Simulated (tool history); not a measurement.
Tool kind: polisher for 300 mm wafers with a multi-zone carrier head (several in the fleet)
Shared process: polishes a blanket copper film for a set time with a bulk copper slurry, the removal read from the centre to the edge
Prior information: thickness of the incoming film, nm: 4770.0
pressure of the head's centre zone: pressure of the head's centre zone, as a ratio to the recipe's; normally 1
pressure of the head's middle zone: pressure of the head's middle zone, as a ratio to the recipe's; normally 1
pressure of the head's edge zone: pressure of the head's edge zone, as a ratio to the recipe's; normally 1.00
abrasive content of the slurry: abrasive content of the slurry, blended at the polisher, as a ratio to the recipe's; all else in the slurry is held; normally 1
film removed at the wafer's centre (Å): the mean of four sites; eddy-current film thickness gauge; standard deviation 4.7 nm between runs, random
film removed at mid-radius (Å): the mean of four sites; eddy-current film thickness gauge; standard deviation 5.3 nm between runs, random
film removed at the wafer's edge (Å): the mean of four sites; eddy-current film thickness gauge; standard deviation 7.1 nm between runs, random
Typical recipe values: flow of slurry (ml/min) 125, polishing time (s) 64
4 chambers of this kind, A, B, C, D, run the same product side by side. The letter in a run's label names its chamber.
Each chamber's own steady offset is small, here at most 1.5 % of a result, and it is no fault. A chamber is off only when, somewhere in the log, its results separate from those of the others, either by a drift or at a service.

run	hour	flow of slurry (ml/min)	pressure of the head's centre zone	pressure of the head's middle zone	pressure of the head's edge zone	abrasive content of the slurry	polishing time (s)	film removed at the wafer's centre (Å)	film removed at mid-radius (Å)	film removed at the wafer's edge (Å)
# hour 6.2: chamber D: worn pad replaced by a new one
1A	7.1	125	1	1	1.00	1	64	5538.6	5508.0	5539.3
2C	13.0	125	1	1	1.00	1	64	5515.7	5582.4	5528.1
# hour 17.2: chamber C: worn pad replaced by a new one
# hour 18.7: chamber B: slurry nozzle cleaned
3B	19.3	125	1	1	1.00	1	64	5546.7	5489.9	5496.7
4D	24.2	125	1	1	1.00	1	64	5389.4	5531.9	5424.4
# hour 25.9: chamber C: edge zone pressure recalibrated
# hour 27.8: chamber A: worn pad replaced by a new one
5B	30.3	125	1	1	1.00	1	64	5539.9	5565.9	5510.2
6A	35.8	125	1	1	1.00	1	64	5422.0	5590.7	5571.5
# hour 38.4: chamber B: worn pad replaced by a new one
7D	41.6	125	1	1	1.00	1	64	5429.3	5491.7	5589.1
8C	49.5	125	1	1	1.00	1	64	5520.1	5664.2	5565.3
9A	56.8	125	1	1	1.00	1	64	5522.8	5484.0	5510.1
# hour 60.4: chamber D: edge zone pressure recalibrated
10D	64.4	125	1	1	1.00	1	64	5474.3	5418.8	5425.3
# hour 65.2: chamber D: worn pad replaced by a new one
11C	70.4	125	1	1	1.00	1	64	5506.1	5566.1	5503.8
# hour 70.7: chamber A: worn pad replaced by a new one
12B	75.3	125	1	1	1.00	1	64	5571.9	5606.9	5600.6
# hour 81.1: chamber C: centre zone pressure recalibrated
13A	81.8	125	1	1	1.00	1	64	5498.9	5463.5	5491.4
# hour 82.6: chamber B: worn pad replaced by a new one
14B	87.9	125	1	1	1.00	1	64	5442.3	5504.0	5525.6
15C	97.6	125	1	1	1.00	1	64	6017.9	5484.2	5464.6
16D	102.3	90	1	1	1.00	1	64	4935.2	5079.7	5106.4
# hour 106.4: chamber A: edge zone pressure recalibrated
17A	110.0	90	1	1	1.00	1	64	4974.5	5034.2	5110.0
# hour 111.2: chamber A: worn pad replaced by a new one
18B	115.8	90	1	1	1.00	1	64	4926.5	5074.1	5149.8
19C	122.9	90	1	1	1.00	1	64	5418.2	5020.4	5212.3
# hour 124.8: chamber D: worn pad replaced by a new one
# hour 129.3: chamber B: worn pad replaced by a new one
20D	131.6	125	1	1	1.00	1	64	5387.8	5524.2	5482.2
# hour 133.9: chamber C: worn pad replaced by a new one
21D	140.7	140	1	1	1.00	1	64	5647.6	5620.9	5494.1
22B	147.5	140	1	1	1.00	1	64	5630.8	5728.7	5576.8
# hour 148.8: chamber A: worn pad replaced by a new one
23A	157.2	140	1	1	1.00	1	64	5659.1	5688.3	5659.7
24C	166.5	140	1	1	1.00	1	64	6244.4	5667.1	5695.3
# hour 167.2: chamber A: centre zone pressure recalibrated
# hour 172.4: chamber B: worn pad replaced by a new one
25A	173.4	125	1	1	1.00	1	64	5485.3	5530.4	5609.2
26B	180.0	125	1	1	1.00	1	64	5559.8	5445.9	5530.7
# hour 186.0: chamber D: worn pad replaced by a new one
27D	186.8	125	1	1	1.04	1	64	5348.8	5560.5	5592.0
# hour 190.3: chamber A: slurry nozzle cleaned
# hour 190.6: chamber A: worn pad replaced by a new one
28C	195.7	125	1	1	1.04	1	64	5928.5	5683.1	5762.1
29C	200.6	125	1	1	1.04	1	64	6024.1	5601.7	5677.1
30A	205.2	125	1	1	1.04	1	64	5554.6	5528.9	5718.8
31B	211.8	125	1	1	1.00	1	76	6617.8	6517.3	6565.9

For the next run the whole fleet of 4 chambers uses the same settings. Give each chamber's results:
32A	219.2	125	1	1	1.00	1	78	?	?	?
32B	219.2	125	1	1	1.00	1	78	?	?	?
32C	219.2	125	1	1	1.00	1	78	?	?	?
32D	219.2	125	1	1	1.00	1	78	?	?	?

run	film removed at the wafer's centre (Å)	film removed at mid-radius (Å)	film removed at the wafer's edge (Å)
32A	6599.5	6819.9	6829.1
32B	6680.4	6742.0	6759.7
32C	7422.0	6821.3	6857.5
32D	6634.8	6612.7	6741.6
